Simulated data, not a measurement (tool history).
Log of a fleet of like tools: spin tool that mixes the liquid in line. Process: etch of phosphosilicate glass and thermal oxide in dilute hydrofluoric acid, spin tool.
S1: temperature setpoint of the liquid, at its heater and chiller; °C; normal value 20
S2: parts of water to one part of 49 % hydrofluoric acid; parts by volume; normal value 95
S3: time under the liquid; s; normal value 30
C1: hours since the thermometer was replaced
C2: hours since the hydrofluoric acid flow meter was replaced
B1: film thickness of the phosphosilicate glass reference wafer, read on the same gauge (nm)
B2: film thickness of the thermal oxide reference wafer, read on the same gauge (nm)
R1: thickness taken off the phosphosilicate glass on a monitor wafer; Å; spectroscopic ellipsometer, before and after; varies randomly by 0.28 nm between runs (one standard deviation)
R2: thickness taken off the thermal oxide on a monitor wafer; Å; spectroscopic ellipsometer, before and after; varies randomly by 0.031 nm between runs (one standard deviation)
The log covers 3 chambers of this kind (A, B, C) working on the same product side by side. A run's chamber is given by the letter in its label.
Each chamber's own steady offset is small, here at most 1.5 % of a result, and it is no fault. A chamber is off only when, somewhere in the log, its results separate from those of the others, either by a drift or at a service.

{"run": "1B", "hour": 8.8, "S1": 20, "S2": 95, "S3": 30, "C1": 350.6, "C2": 1090.2, "B1": 30.001, "B2": 39.992, "R1": 402.36, "R2": 12.886}
{"hour": 17.4, "done": "chamber A: hydrofluoric acid flow meter replaced"}
{"run": "2A", "hour": 22.2, "S1": 20, "S2": 95, "S3": 30, "C1": 2892.8, "C2": 4.9, "B1": 30.008, "B2": 39.986, "R1": 398.15, "R2": 13.315}
{"hour": 24.7, "done": "chamber B: hydrofluoric acid flow meter replaced"}
{"run": "3C", "hour": 28.3, "S1": 20, "S2": 95, "S3": 30, "C1": 2648.9, "C2": 1443.7, "B1": 30.006, "B2": 40.001, "R1": 396.81, "R2": 13.091}
{"run": "4A", "hour": 40.9, "S1": 20, "S2": 95, "S3": 30, "C1": 2911.5, "C2": 23.6, "B1": 29.985, "B2": 39.983, "R1": 402.89, "R2": 12.847}
{"run": "5B", "hour": 52.5, "S1": 20, "S2": 95, "S3": 45, "C1": 394.3, "C2": 27.8, "B1": 30.008, "B2": 40.014, "R1": 602.3, "R2": 18.723}
{"run": "6C", "hour": 58.9, "S1": 20, "S2": 95, "S3": 45, "C1": 2679.5, "C2": 1474.3, "B1": 30.011, "B2": 40.018, "R1": 599.38, "R2": 18.71}
{"hour": 65.6, "done": "chamber A: thermometer replaced"}
{"run": "7C", "hour": 66.5, "S1": 20, "S2": 95, "S3": 45, "C1": 2687.1, "C2": 1481.9, "B1": 29.975, "B2": 39.99, "R1": 598.96, "R2": 18.754}
{"run": "8A", "hour": 73.2, "S1": 20, "S2": 95, "S3": 30, "C1": 7.7, "C2": 55.9, "B1": 29.998, "B2": 39.986, "R1": 401.15, "R2": 12.777}
{"run": "9B", "hour": 84.1, "S1": 20, "S2": 95, "S3": 30, "C1": 425.9, "C2": 59.4, "B1": 29.978, "B2": 39.993, "R1": 398.73, "R2": 13.079}
{"run": "10B", "hour": 90.9, "S1": 20, "S2": 95, "S3": 30, "C1": 432.7, "C2": 66.2, "B1": 30.002, "B2": 39.986, "R1": 401.36, "R2": 12.861}
{"run": "11A", "hour": 100.3, "S1": 20, "S2": 95, "S3": 30, "C1": 34.8, "C2": 83, "B1": 30.002, "B2": 39.992, "R1": 393.4, "R2": 13.188}
{"run": "12C", "hour": 107.3, "S1": 20, "S2": 95, "S3": 30, "C1": 2727.9, "C2": 1522.7, "B1": 29.978, "B2": 39.989, "R1": 393.34, "R2": 12.949}
{"hour": 111.7, "done": "chamber C: thermometer replaced"}
{"run": "13B", "hour": 118.6, "S1": 20, "S2": 95, "S3": 30, "C1": 460.4, "C2": 93.9, "B1": 29.991, "B2": 40.001, "R1": 401.23, "R2": 12.797}
{"run": "14A", "hour": 124.6, "S1": 24, "S2": 120, "S3": 30, "C1": 59.1, "C2": 107.3, "B1": 30.005, "B2": 40.005, "R1": 358.91, "R2": 11.118}
{"run": "15C", "hour": 132.1, "S1": 24, "S2": 120, "S3": 30, "C1": 20.4, "C2": 1547.5, "B1": 30.008, "B2": 40.008, "R1": 352.21, "R2": 11.892}
{"run": "16B", "hour": 143.6, "S1": 24, "S2": 120, "S3": 30, "C1": 485.4, "C2": 118.9, "B1": 30.002, "B2": 40.004, "R1": 359.57, "R2": 11.745}
{"run": "17C", "hour": 152.8, "S1": 20, "S2": 95, "S3": 30, "C1": 41.1, "C2": 1568.2, "B1": 30.008, "B2": 39.991, "R1": 395.53, "R2": 12.549}
{"run": "18A", "hour": 165.3, "S1": 20, "S2": 95, "S3": 30, "C1": 99.8, "C2": 148, "B1": 30.003, "B2": 40.01, "R1": 403.74, "R2": 12.726}
{"run": "19A", "hour": 178.8, "S1": 20, "S2": 95, "S3": 30, "C1": 113.3, "C2": 161.5, "B1": 30, "B2": 40.011, "R1": 400.79, "R2": 12.103}
{"run": "20B", "hour": 188.3, "S1": 20, "S2": 95, "S3": 30, "C1": 530.1, "C2": 163.6, "B1": 29.991, "B2": 40.017, "R1": 403.23, "R2": 13.008}
{"run": "21C", "hour": 196.6, "S1": 20, "S2": 95, "S3": 30, "C1": 84.9, "C2": 1612, "B1": 30.005, "B2": 40, "R1": 398.67, "R2": 12.742}
{"run": "22B", "hour": 204.7, "S1": 20, "S2": 95, "S3": 30, "C1": 546.5, "C2": 180, "B1": 30.009, "B2": 39.999, "R1": 401.74, "R2": 12.727}
{"run": "23A", "hour": 212.2, "S1": 20, "S2": 95, "S3": 30, "C1": 146.7, "C2": 194.9, "B1": 30.004, "B2": 39.995, "R1": 404.79, "R2": 12.991}
{"run": "24C", "hour": 221.7, "S1": 20, "S2": 95, "S3": 30, "C1": 110, "C2": 1637.1, "B1": 29.989, "B2": 39.995, "R1": 394.51, "R2": 12.488}
{"run": "25A", "hour": 234.1, "S1": 20, "S2": 95, "S3": 30, "C1": 168.6, "C2": 216.8, "B1": 30.016, "B2": 40.006, "R1": 396.84, "R2": 12.628}
{"run": "26C", "hour": 243.4, "S1": 20, "S2": 95, "S3": 30, "C1": 131.7, "C2": 1658.8, "B1": 30.006, "B2": 40.02, "R1": 401.16, "R2": 12.816}
{"run": "27B", "hour": 252.2, "S1": 20, "S2": 95, "S3": 30, "C1": 594, "C2": 227.5, "B1": 30.008, "B2": 39.989, "R1": 400.54, "R2": 12.73}
{"run": "28A", "hour": 263.4, "S1": 22, "S2": 120, "S3": 30, "C1": 197.9, "C2": 246.1, "B1": 29.998, "B2": 40.003, "R1": 332.35, "R2": 10.662}
{"run": "29B", "hour": 273.3, "S1": 22, "S2": 120, "S3": 30, "C1": 615.1, "C2": 248.6, "B1": 30.011, "B2": 40.016, "R1": 334.94, "R2": 10.573}
{"run": "30C", "hour": 286.8, "S1": 22, "S2": 120, "S3": 30, "C1": 175.1, "C2": 1702.2, "B1": 30.001, "B2": 39.994, "R1": 326.68, "R2": 10.711}
{"run": "31B", "hour": 294.6, "S1": 20, "S2": 95, "S3": 30, "C1": 636.4, "C2": 269.9, "B1": 29.964, "B2": 40.012, "R1": 400.73, "R2": 12.825}
{"run": "32A", "hour": 308.1, "S1": 20, "S2": 130, "S3": 45, "C1": 242.6, "C2": 290.8, "B1": 30.019, "B2": 39.981, "R1": 422.47, "R2": 13.416}
{"run": "33C", "hour": 320.7, "S1": 20, "S2": 130, "S3": 45, "C1": 209, "C2": 1736.1, "B1": 30.015, "B2": 39.984, "R1": 419.96, "R2": 12.954}
{"run": "34B", "hour": 326.9, "S1": 20, "S2": 130, "S3": 45, "C1": 668.7, "C2": 302.2, "B1": 29.989, "B2": 39.994, "R1": 423.31, "R2": 13.232}
{"run": "35A", "hour": 334.5, "S1": 20, "S2": 95, "S3": 30, "C1": 269, "C2": 317.2, "B1": 30.01, "B2": 40.016, "R1": 395.25, "R2": 13.053}
{"run": "36C", "hour": 343.6, "S1": 20, "S2": 95, "S3": 30, "C1": 231.9, "C2": 1759, "B1": 29.957, "B2": 39.996, "R1": 401.58, "R2": 13.044}
{"run": "37C", "hour": 353.3, "S1": 20, "S2": 95, "S3": 30, "C1": 241.6, "C2": 1768.7, "B1": 30.025, "B2": 39.978, "R1": 396.13, "R2": 12.462}
{"run": "38B", "hour": 365.3, "S1": 20, "S2": 95, "S3": 30, "C1": 707.1, "C2": 340.6, "B1": 29.972, "B2": 40.006, "R1": 400, "R2": 12.818}
{"run": "39A", "hour": 372.4, "S1": 20, "S2": 115, "S3": 15, "C1": 306.9, "C2": 355.1, "B1": 29.961, "B2": 39.98, "R1": 160.52, "R2": 5.4037}
{"run": "40B", "hour": 378.8, "S1": 20, "S2": 115, "S3": 15, "C1": 720.6, "C2": 354.1, "B1": 30.024, "B2": 40, "R1": 162.99, "R2": 5.3033}
{"run": "41C", "hour": 385.8, "S1": 20, "S2": 115, "S3": 15, "C1": 274.1, "C2": 1801.2, "B1": 30.005, "B2": 40, "R1": 158.38, "R2": 5.2455}
{"run": "42A", "hour": 396.9, "S1": 20, "S2": 95, "S3": 30, "C1": 331.4, "C2": 379.6, "B1": 30.009, "B2": 40, "R1": 402.03, "R2": 12.266}
{"run": "43B", "hour": 403.7, "S1": 17, "S2": 95, "S3": 15, "C1": 745.5, "C2": 379, "B1": 30.002, "B2": 40.015, "R1": 176.64, "R2": 5.7913}
{"run": "44C", "hour": 415.6, "S1": 17, "S2": 95, "S3": 15, "C1": 303.9, "C2": 1831, "B1": 29.976, "B2": 39.995, "R1": 175.78, "R2": 5.711}

Predict what each chamber gives when all 3 of them run the settings below next.
{"run": "45A", "hour": 425.3, "S1": 20, "S2": 125, "S3": 30, "R1": "?", "R2": "?"}
{"run": "45B", "hour": 425.3, "S1": 20, "S2": 125, "S3": 30, "R1": "?", "R2": "?"}
{"run": "45C", "hour": 425.3, "S1": 20, "S2": 125, "S3": 30, "R1": "?", "R2": "?"}

run=45A R1=293.98 R2=9.3969
run=45B R1=295.75 R2=9.0171
run=45C R1=295.61 R2=9.4038

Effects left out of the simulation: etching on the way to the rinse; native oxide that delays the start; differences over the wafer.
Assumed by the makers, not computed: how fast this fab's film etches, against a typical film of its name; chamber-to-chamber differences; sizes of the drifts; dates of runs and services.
